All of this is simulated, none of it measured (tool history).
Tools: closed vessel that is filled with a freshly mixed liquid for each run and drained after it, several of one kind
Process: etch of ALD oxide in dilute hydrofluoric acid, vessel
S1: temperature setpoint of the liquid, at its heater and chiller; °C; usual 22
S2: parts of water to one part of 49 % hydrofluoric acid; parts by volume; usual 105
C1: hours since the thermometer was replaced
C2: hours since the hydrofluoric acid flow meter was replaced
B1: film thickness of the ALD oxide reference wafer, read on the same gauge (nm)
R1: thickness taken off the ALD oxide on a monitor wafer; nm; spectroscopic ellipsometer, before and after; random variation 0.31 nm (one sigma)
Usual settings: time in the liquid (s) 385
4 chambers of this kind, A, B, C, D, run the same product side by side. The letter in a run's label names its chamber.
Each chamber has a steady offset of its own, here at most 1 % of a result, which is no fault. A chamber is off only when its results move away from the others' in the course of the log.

run 1A hour=7.5 | S1=22 S2=105 time_in_the_liquid_(s)=385 | C1=77.9 C2=931.9 | B1=139.96 | R1=56.027
run 2B hour=12.6 | S1=22 S2=105 time_in_the_liquid_(s)=385 | C1=1208.7 C2=158.6 | B1=140.01 | R1=56.677
run 3D hour=17.1 | S1=22 S2=105 time_in_the_liquid_(s)=385 | C1=1682.5 C2=50.2 | B1=140.01 | R1=55.728
run 4C hour=24.6 | S1=22 S2=105 time_in_the_liquid_(s)=385 | C1=1712 C2=1593.8 | B1=139.97 | R1=56.247
run 5A hour=29.6 | S1=22 S2=105 time_in_the_liquid_(s)=385 | C1=100 C2=954 | B1=139.96 | R1=56.204
run 6C hour=36.6 | S1=22 S2=105 time_in_the_liquid_(s)=385 | C1=1724 C2=1605.8 | B1=140.01 | R1=56.599
run 7D hour=41.9 | S1=22 S2=105 time_in_the_liquid_(s)=385 | C1=1707.3 C2=75 | B1=140.02 | R1=55.544
run 8B hour=49.4 | S1=22 S2=105 time_in_the_liquid_(s)=385 | C1=1245.5 C2=195.4 | B1=140.02 | R1=57.052
run 9B hour=54.8 | S1=22 S2=105 time_in_the_liquid_(s)=385 | C1=1250.9 C2=200.8 | B1=139.99 | R1=56.361
run 10C hour=62 | S1=22 S2=105 time_in_the_liquid_(s)=385 | C1=1749.4 C2=1631.2 | B1=140.02 | R1=56.51
run 11A hour=68.4 | S1=22 S2=105 time_in_the_liquid_(s)=305 | C1=138.8 C2=992.8 | B1=140.01 | R1=44.966
run 12D hour=76 | S1=22 S2=105 time_in_the_liquid_(s)=305 | C1=1741.4 C2=109.1 | B1=139.97 | R1=44.053
run 13A hour=84.4 | S1=22 S2=105 time_in_the_liquid_(s)=305 | C1=154.8 C2=1008.8 | B1=140 | R1=44.893
run 14B hour=92.9 | S1=22 S2=105 time_in_the_liquid_(s)=305 | C1=1289 C2=238.9 | B1=139.98 | R1=44.627
run 15C hour=99.4 | S1=22 S2=105 time_in_the_liquid_(s)=385 | C1=1786.8 C2=1668.6 | B1=139.99 | R1=56.129
run 16D hour=106.4 | S1=22 S2=105 time_in_the_liquid_(s)=385 | C1=1771.8 C2=139.5 | B1=139.96 | R1=55.689
run 17D hour=111.3 | S1=22 S2=105 time_in_the_liquid_(s)=385 | C1=1776.7 C2=144.4 | B1=140.01 | R1=55.533
run 18C hour=115.1 | S1=22 S2=105 time_in_the_liquid_(s)=385 | C1=1802.5 C2=1684.3 | B1=140.03 | R1=56.153
run 19B hour=122.4 | S1=22 S2=105 time_in_the_liquid_(s)=385 | C1=1318.5 C2=268.4 | B1=139.99 | R1=56.152
run 20A hour=128.9 | S1=22 S2=105 time_in_the_liquid_(s)=385 | C1=199.3 C2=1053.3 | B1=140.04 | R1=57.577
run 21D hour=136.3 | S1=22 S2=105 time_in_the_liquid_(s)=385 | C1=1801.7 C2=169.4 | B1=139.99 | R1=56.235
run 22A hour=140.4 | S1=22 S2=105 time_in_the_liquid_(s)=385 | C1=210.8 C2=1064.8 | B1=140.02 | R1=58.35
run 23B hour=147 | S1=22 S2=105 time_in_the_liquid_(s)=385 | C1=1343.1 C2=293 | B1=140.01 | R1=56.207
run 24C hour=154.9 | S1=22 S2=105 time_in_the_liquid_(s)=385 | C1=1842.3 C2=1724.1 | B1=140 | R1=56.135
run 25C hour=158.8 | S1=22 S2=105 time_in_the_liquid_(s)=385 | C1=1846.2 C2=1728 | B1=140.03 | R1=56.272
run 26A hour=166.4 | S1=22 S2=130 time_in_the_liquid_(s)=385 | C1=236.8 C2=1090.8 | B1=140.03 | R1=45.995
run 27B hour=170.7 | S1=22 S2=130 time_in_the_liquid_(s)=385 | C1=1366.8 C2=316.7 | B1=139.98 | R1=44.248
run 28D hour=177.4 | S1=22 S2=130 time_in_the_liquid_(s)=385 | C1=1842.8 C2=210.5 | B1=139.97 | R1=43.707
run 29C hour=183.3 | S1=22 S2=130 time_in_the_liquid_(s)=385 | C1=1870.7 C2=1752.5 | B1=140 | R1=44.309
run 30A hour=191.7 | S1=22 S2=105 time_in_the_liquid_(s)=385 | C1=262.1 C2=1116.1 | B1=140.01 | R1=58.802
run 31B hour=198.4 | S1=22 S2=105 time_in_the_liquid_(s)=385 | C1=1394.5 C2=344.4 | B1=139.97 | R1=56.98
run 32D hour=203.8 | S1=22 S2=105 time_in_the_liquid_(s)=385 | C1=1869.2 C2=236.9 | B1=139.99 | R1=55.8
run 33C hour=210.4 | S1=22 S2=105 time_in_the_liquid_(s)=385 | C1=1897.8 C2=1779.6 | B1=140 | R1=56.494
run 34D hour=216.6 | S1=22 S2=105 time_in_the_liquid_(s)=385 | C1=1882 C2=249.7 | B1=140 | R1=56.467
run 35B hour=222.9 | S1=22 S2=105 time_in_the_liquid_(s)=385 | C1=1419 C2=368.9 | B1=139.99 | R1=56.501
run 36A hour=227.4 | S1=22 S2=105 time_in_the_liquid_(s)=385 | C1=297.8 C2=1151.8 | B1=139.97 | R1=59.508
run 37A hour=232.2 | S1=19 S2=105 time_in_the_liquid_(s)=385 | C1=302.6 C2=1156.6 | B1=140.01 | R1=52.751
run 38C hour=238.4 | S1=19 S2=105 time_in_the_liquid_(s)=385 | C1=1925.8 C2=1807.6 | B1=140 | R1=49.674
run 39B hour=244 | S1=19 S2=105 time_in_the_liquid_(s)=385 | C1=1440.1 C2=390 | B1=140 | R1=50.203

Next, every chamber runs the same settings. What will each give?
run 40A hour=250.1 | S1=19 S2=105 time_in_the_liquid_(s)=385 | R1=?
run 40B hour=250.1 | S1=19 S2=105 time_in_the_liquid_(s)=385 | R1=?
run 40C hour=250.1 | S1=19 S2=105 time_in_the_liquid_(s)=385 | R1=?
run 40D hour=250.1 | S1=19 S2=105 time_in_the_liquid_(s)=385 | R1=?

run=40A R1=52.755
run=40B R1=50.114
run=40C R1=49.76
run=40D R1=49.311

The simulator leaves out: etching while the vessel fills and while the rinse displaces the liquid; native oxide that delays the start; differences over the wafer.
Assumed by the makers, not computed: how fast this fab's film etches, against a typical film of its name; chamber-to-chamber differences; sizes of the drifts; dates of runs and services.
